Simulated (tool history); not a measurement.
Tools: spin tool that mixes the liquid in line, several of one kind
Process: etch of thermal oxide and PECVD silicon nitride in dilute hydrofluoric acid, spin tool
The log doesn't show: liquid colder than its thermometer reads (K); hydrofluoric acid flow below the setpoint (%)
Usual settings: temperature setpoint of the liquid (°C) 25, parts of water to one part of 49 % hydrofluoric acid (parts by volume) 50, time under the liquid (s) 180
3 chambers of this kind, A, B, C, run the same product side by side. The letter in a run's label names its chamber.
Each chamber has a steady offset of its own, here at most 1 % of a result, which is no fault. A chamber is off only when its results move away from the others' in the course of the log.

run,hour,temperature setpoint of the liquid (°C),parts of water to one part of 49 % hydrofluoric acid (parts by volume),time under the liquid (s),hours since the thermometer was replaced,hours since the hydrofluoric acid flow meter was replaced,"read-back film thickness of the thermal oxide reference wafer, read on the same gauge (nm)","read-back film thickness of the PECVD silicon nitride reference wafer, read on the same gauge (nm)",thickness taken off the thermal oxide on a monitor wafer (nm),thickness taken off the PECVD silicon nitride on a monitor wafer (nm)
1A,3.1,25,50,180,1025.9,163.1,99.993,69.985,18.254,15.802
2C,7.5,25,50,180,99.3,360.6,100.02,69.997,18.158,15.852
3B,11.9,25,50,180,385.9,378.9,100,69.964,18.033,15.768
4B,15.7,25,50,180,389.7,382.7,100.01,70.023,17.711,15.733
5C,21,28.5,50,180,112.8,374.1,99.993,69.993,20.846,19.896
6A,28.1,28.5,50,180,1050.9,188.1,99.954,70.025,20.512,19.73
7B,32.2,28.5,50,180,406.2,399.2,100.02,70.002,20.512,19.9
8C,37.1,25,50,180,128.9,390.2,99.981,70.017,17.881,15.92
9A,43.6,25,50,180,1066.4,203.6,100.02,70.016,18.141,15.749
10A,46.9,25,50,180,1069.7,206.9,99.996,69.986,18.146,15.582
11B,50,25,50,180,424,417,99.983,69.978,17.858,15.786
12C,55.8,25,50,180,147.6,408.9,99.989,70.034,18.097,15.629
13B,60.2,25,50,180,434.2,427.2,99.979,69.999,17.899,16.113
14C,63.8,25,50,180,155.6,416.9,100.01,70.018,17.834,15.776
15A,67,25,50,180,1089.8,227,100.02,70.04,18.219,15.748
16C,70.1,25,50,180,161.9,423.2,100.01,69.975,18.011,15.959
17B,75.6,25,50,180,449.6,442.6,100.03,70.024,17.948,15.786
18A,79,25,50,180,1101.8,239,99.975,69.983,18.024,15.614
19C,85.2,25,50,180,177,438.3,99.998,70.002,18.136,15.753
20A,92.1,25,50,180,1114.9,252.1,99.979,70.005,18.289,15.644
21B,98.6,25,50,180,472.6,465.6,100.02,70.027,17.97,15.841
22A,104.3,25,50,180,1127.1,264.3,99.978,70.006,18.093,15.742
23B,111.3,25,50,180,485.3,478.3,100.02,70,17.982,15.884
24C,117.5,25,50,180,209.3,470.6,99.978,70.002,18.31,15.802
25A,121.4,25,50,180,1144.2,281.4,100.02,70.014,17.805,15.672
26B,125.6,25,50,180,499.6,492.6,100,70.002,18.216,15.795
27C,130.1,25,50,180,221.9,483.2,99.975,70.005,17.876,15.814

All 3 chambers run these settings next. Forecast each chamber's results:
28A,135.2,25,50,180,,,,,?,?
28B,135.2,25,50,180,,,,,?,?
28C,135.2,25,50,180,,,,,?,?

run,thickness taken off the thermal oxide on a monitor wafer (nm),thickness taken off the PECVD silicon nitride on a monitor wafer (nm)
28A,17.94,15.488
28B,17.901,15.6
28C,17.67,15.696

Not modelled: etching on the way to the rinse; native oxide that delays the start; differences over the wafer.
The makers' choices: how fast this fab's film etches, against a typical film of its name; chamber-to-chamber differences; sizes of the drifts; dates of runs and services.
